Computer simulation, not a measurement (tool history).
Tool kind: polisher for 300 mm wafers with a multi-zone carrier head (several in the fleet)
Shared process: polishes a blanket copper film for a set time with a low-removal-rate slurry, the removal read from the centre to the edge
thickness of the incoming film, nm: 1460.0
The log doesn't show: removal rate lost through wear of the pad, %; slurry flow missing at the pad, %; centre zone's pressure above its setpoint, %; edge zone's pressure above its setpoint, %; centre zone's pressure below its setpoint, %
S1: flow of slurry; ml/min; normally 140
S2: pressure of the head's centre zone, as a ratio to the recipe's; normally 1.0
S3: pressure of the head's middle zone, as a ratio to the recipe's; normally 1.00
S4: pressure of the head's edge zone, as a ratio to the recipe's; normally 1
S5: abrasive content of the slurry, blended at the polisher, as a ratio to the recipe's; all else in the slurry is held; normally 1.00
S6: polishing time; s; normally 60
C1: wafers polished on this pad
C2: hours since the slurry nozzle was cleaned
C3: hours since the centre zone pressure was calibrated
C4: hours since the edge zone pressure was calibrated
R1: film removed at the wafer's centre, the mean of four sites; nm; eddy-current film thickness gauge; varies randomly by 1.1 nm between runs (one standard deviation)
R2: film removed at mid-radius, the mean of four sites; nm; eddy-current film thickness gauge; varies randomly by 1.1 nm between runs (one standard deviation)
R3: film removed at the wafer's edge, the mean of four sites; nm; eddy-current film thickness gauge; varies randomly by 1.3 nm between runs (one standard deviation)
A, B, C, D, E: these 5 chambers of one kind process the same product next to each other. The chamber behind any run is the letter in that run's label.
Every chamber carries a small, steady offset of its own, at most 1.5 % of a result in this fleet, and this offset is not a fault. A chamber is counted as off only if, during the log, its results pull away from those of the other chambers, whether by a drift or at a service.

run 1B day=0.304 | S1=140 S2=1.0 S3=1.00 S4=1 S5=1.00 S6=60 | C1=293 C2=299.4 C3=232.6 C4=328.1 | R1=124.410 R2=126.530 R3=126.650
-- day=0.421 chamber D: worn pad replaced by a new one
run 2E day=0.708 | S1=140 S2=1.0 S3=1.00 S4=1 S5=1.00 S6=60 | C1=676 C2=89.4 C3=243.6 C4=82.0 | R1=125.810 R2=126.080 R3=127.400
run 3C day=1.012 | S1=140 S2=1.0 S3=1.00 S4=1 S5=1.00 S6=60 | C1=961 C2=396.2 C3=58.6 C4=1081.4 | R1=125.080 R2=125.030 R3=127.550
-- day=1.238 chamber C: worn pad replaced by a new one
run 4D day=1.242 | S1=140 S2=1.0 S3=1.00 S4=1 S5=1.00 S6=60 | C1=205 C2=518.8 C3=1405.4 C4=733.7 | R1=128.370 R2=126.010 R3=125.020
run 5A day=1.479 | S1=140 S2=1.0 S3=1.00 S4=1 S5=1.00 S6=60 | C1=438 C2=550.3 C3=162.5 C4=860.8 | R1=125.930 R2=125.510 R3=126.030
run 6E day=1.904 | S1=140 S2=1.0 S3=1.00 S4=1 S5=1.00 S6=60 | C1=974 C2=118.1 C3=272.3 C4=110.7 | R1=126.550 R2=127.580 R3=126.650
run 7B day=2.358 | S1=140 S2=1.0 S3=1.00 S4=1 S5=1.00 S6=60 | C1=804 C2=348.7 C3=281.9 C4=377.4 | R1=124.300 R2=125.330 R3=124.410
-- day=2.750 chamber D: centre zone pressure recalibrated
run 8A day=2.804 | S1=140 S2=1.0 S3=1.00 S4=1 S5=1.00 S6=60 | C1=768 C2=582.1 C3=194.3 C4=892.6 | R1=126.950 R2=125.960 R3=124.180
-- day=2.992 chamber D: edge zone pressure recalibrated
-- day=3.042 chamber D: slurry nozzle cleaned
run 9D day=3.212 | S1=140 S2=1.0 S3=1.00 S4=1 S5=1.00 S6=60 | C1=695 C2=4.2 C3=11.1 C4=5.3 | R1=128.010 R2=124.700 R3=125.600
run 10C day=3.629 | S1=140 S2=1.0 S3=1.00 S4=1 S5=1.00 S6=60 | C1=595 C2=459.0 C3=121.4 C4=1144.2 | R1=125.220 R2=125.290 R3=127.400
run 11E day=3.842 | S1=140 S2=1.0 S3=1.00 S4=1 S5=1.00 S6=46 | C1=1456 C2=164.6 C3=318.8 C4=157.2 | R1=95.798 R2=96.992 R3=96.379
-- day=4.162 chamber B: worn pad replaced by a new one
run 12C day=4.308 | S1=140 S2=1.0 S3=1.00 S4=1 S5=1.00 S6=46 | C1=765 C2=475.3 C3=137.7 C4=1160.5 | R1=95.471 R2=94.250 R3=97.266
-- day=4.471 chamber A: worn pad replaced by a new one
run 13A day=4.583 | S1=140 S2=1.0 S3=1.00 S4=1 S5=1.00 S6=46 | C1=28 C2=624.8 C3=237.0 C4=935.3 | R1=96.853 R2=97.959 R3=97.699
-- day=4.750 chamber D: worn pad replaced by a new one
-- day=4.771 chamber E: worn pad replaced by a new one
run 14D day=4.842 | S1=140 S2=1.0 S3=1.00 S4=1 S5=1.00 S6=46 | C1=23 C2=43.3 C3=50.2 C4=44.4 | R1=97.871 R2=96.359 R3=97.208
-- day=5.162 chamber C: worn pad replaced by a new one
run 15B day=5.204 | S1=140 S2=1.0 S3=1.00 S4=1 S5=1.00 S6=46 | C1=260 C2=417.0 C3=350.2 C4=445.7 | R1=95.435 R2=95.500 R3=96.258
-- day=5.429 chamber B: slurry nozzle cleaned
run 16A day=5.575 | S1=140 S2=1.0 S3=1.00 S4=1 S5=1.00 S6=60 | C1=275 C2=648.6 C3=260.8 C4=959.1 | R1=127.430 R2=123.930 R3=125.020
run 17E day=6.000 | S1=140 S2=0.9 S3=1.00 S4=1 S5=1.10 S6=60 | C1=306 C2=216.4 C3=370.6 C4=209.0 | R1=114.640 R2=130.520 R3=129.540
run 18D day=6.250 | S1=140 S2=0.9 S3=1.00 S4=1 S5=1.10 S6=60 | C1=373 C2=77.1 C3=84.0 C4=78.2 | R1=117.370 R2=127.000 R3=130.510
run 19B day=6.679 | S1=140 S2=0.9 S3=1.00 S4=1 S5=1.10 S6=60 | C1=627 C2=30.0 C3=385.6 C4=481.1 | R1=113.610 R2=129.850 R3=127.420
-- day=6.908 chamber E: slurry nozzle cleaned
run 20C day=7.000 | S1=140 S2=0.9 S3=1.00 S4=1 S5=1.10 S6=60 | C1=457 C2=539.9 C3=202.3 C4=1225.1 | R1=110.190 R2=123.400 R3=126.760
run 21B day=7.238 | S1=140 S2=0.9 S3=1.00 S4=1 S5=1.10 S6=60 | C1=766 C2=43.4 C3=399.0 C4=494.5 | R1=113.690 R2=130.730 R3=126.650
run 22C day=7.488 | S1=140 S2=1.0 S3=1.00 S4=1 S5=1.00 S6=60 | C1=578 C2=551.6 C3=214.0 C4=1236.8 | R1=121.220 R2=119.450 R3=127.710
run 23D day=7.900 | S1=140 S2=1.0 S3=1.00 S4=1 S5=1.00 S6=60 | C1=784 C2=116.7 C3=123.6 C4=117.8 | R1=128.060 R2=125.450 R3=127.500
run 24A day=8.267 | S1=140 S2=1.0 S3=1.00 S4=1 S5=1.00 S6=60 | C1=945 C2=713.2 C3=325.4 C4=1023.7 | R1=126.760 R2=124.550 R3=123.390
-- day=8.367 chamber B: worn pad replaced by a new one
run 25E day=8.475 | S1=140 S2=1.0 S3=1.00 S4=1 S5=1.00 S6=60 | C1=922 C2=37.6 C3=430.0 C4=268.4 | R1=126.980 R2=125.060 R3=127.550
run 26C day=8.717 | S1=140 S2=1.0 S3=1.00 S4=1 S5=1.00 S6=60 | C1=884 C2=581.1 C3=243.5 C4=1266.3 | R1=119.610 R2=119.050 R3=121.860
run 27A day=9.042 | S1=140 S2=1.0 S3=1.00 S4=1 S5=1.00 S6=60 | C1=1138 C2=731.8 C3=344.0 C4=1042.3 | R1=124.410 R2=125.510 R3=124.610
-- day=9.067 chamber A: worn pad replaced by a new one
-- day=9.325 chamber C: worn pad replaced by a new one
run 28B day=9.412 | S1=140 S2=1.0 S3=1.00 S4=1 S5=1.00 S6=60 | C1=260 C2=95.6 C3=451.2 C4=546.7 | R1=124.050 R2=128.250 R3=125.510
run 29D day=9.808 | S1=140 S2=1.0 S3=1.00 S4=1 S5=1.00 S6=60 | C1=1258 C2=162.5 C3=169.4 C4=163.6 | R1=130.040 R2=125.620 R3=128.330
-- day=9.938 chamber D: worn pad replaced by a new one
run 30E day=10.250 | S1=140 S2=1.0 S3=1.00 S4=1 S5=1.00 S6=60 | C1=1363 C2=80.2 C3=472.6 C4=311.0 | R1=125.760 R2=126.640 R3=126.070
run 31C day=10.583 | S1=140 S2=1.0 S3=0.95 S4=1 S5=1.15 S6=60 | C1=313 C2=625.9 C3=288.3 C4=1311.1 | R1=120.060 R2=115.440 R3=123.950
run 32E day=10.833 | S1=140 S2=1.0 S3=0.95 S4=1 S5=1.15 S6=60 | C1=1508 C2=94.2 C3=486.6 C4=325.0 | R1=129.060 R2=124.460 R3=131.250
run 33B day=11.083 | S1=140 S2=1.0 S3=0.95 S4=1 S5=1.15 S6=60 | C1=676 C2=135.7 C3=491.3 C4=586.8 | R1=127.830 R2=124.820 R3=130.110
run 34A day=11.446 | S1=140 S2=1.0 S3=0.95 S4=1 S5=1.15 S6=60 | C1=592 C2=789.5 C3=401.7 C4=1100.0 | R1=130.470 R2=124.680 R3=126.490
run 35D day=11.650 | S1=140 S2=1.0 S3=0.95 S4=1 S5=1.15 S6=60 | C1=427 C2=206.7 C3=213.6 C4=207.8 | R1=129.410 R2=125.200 R3=131.220
run 36B day=12.046 | S1=140 S2=1.0 S3=1.00 S4=1 S5=1.00 S6=60 | C1=916 C2=158.8 C3=514.4 C4=609.9 | R1=125.130 R2=124.770 R3=127.100

Does one chamber stand apart from the rest, does the shared gauge drift, or is all well apart from small per-chamber offsets? Give the chamber and the most likely cause, where there is one.

One chamber, C, drifts off from the rest bit by bit.
Likeliest cause: slurry flow missing at the pad, % = 31.4.

Which of the 4 candidates below, each the usual settings with something changed and its results left as question marks, puts chamber C back in line with what the other chambers give on the usual settings?
In-line tolerance around the mean of the other chambers on the usual settings: R1 3.700 nm; R2 3.700 nm; R3 4.600 nm
run 37C-1 day=12.383 | S1=145 S2=1.01 S3=1.02 S4=0.99 S5=1.00 S6=62 | R1=? R2=? R3=?
run 37C-2 day=12.383 | S1=130 S2=0.97 S3=0.97 S4=1.03 S5=1.00 S6=57 | R1=? R2=? R3=?
run 37C-3 day=12.383 | S1=150 S2=1.03 S3=1.03 S4=0.97 S5=1.00 S6=63 | R1=? R2=? R3=?
run 37C-4 day=12.383 | S1=135 S2=0.99 S3=0.98 S4=1.01 S5=1.00 S6=58 | R1=? R2=? R3=?

On the usual settings, the other chambers give on average: R1 126.320 nm; R2 125.960 nm; R3 126.210 nm
run=37C-1 R1=119.600 R2=120.640 R3=123.260
run=37C-2 R1=101.120 R2=102.520 R3=113.220
run=37C-3 R1=125.600 R2=124.860 R3=124.730
run=37C-4 R1=106.730 R2=106.550 R3=114.910
Change 37C-3 lands the chamber within the allowed miss of the other chambers.
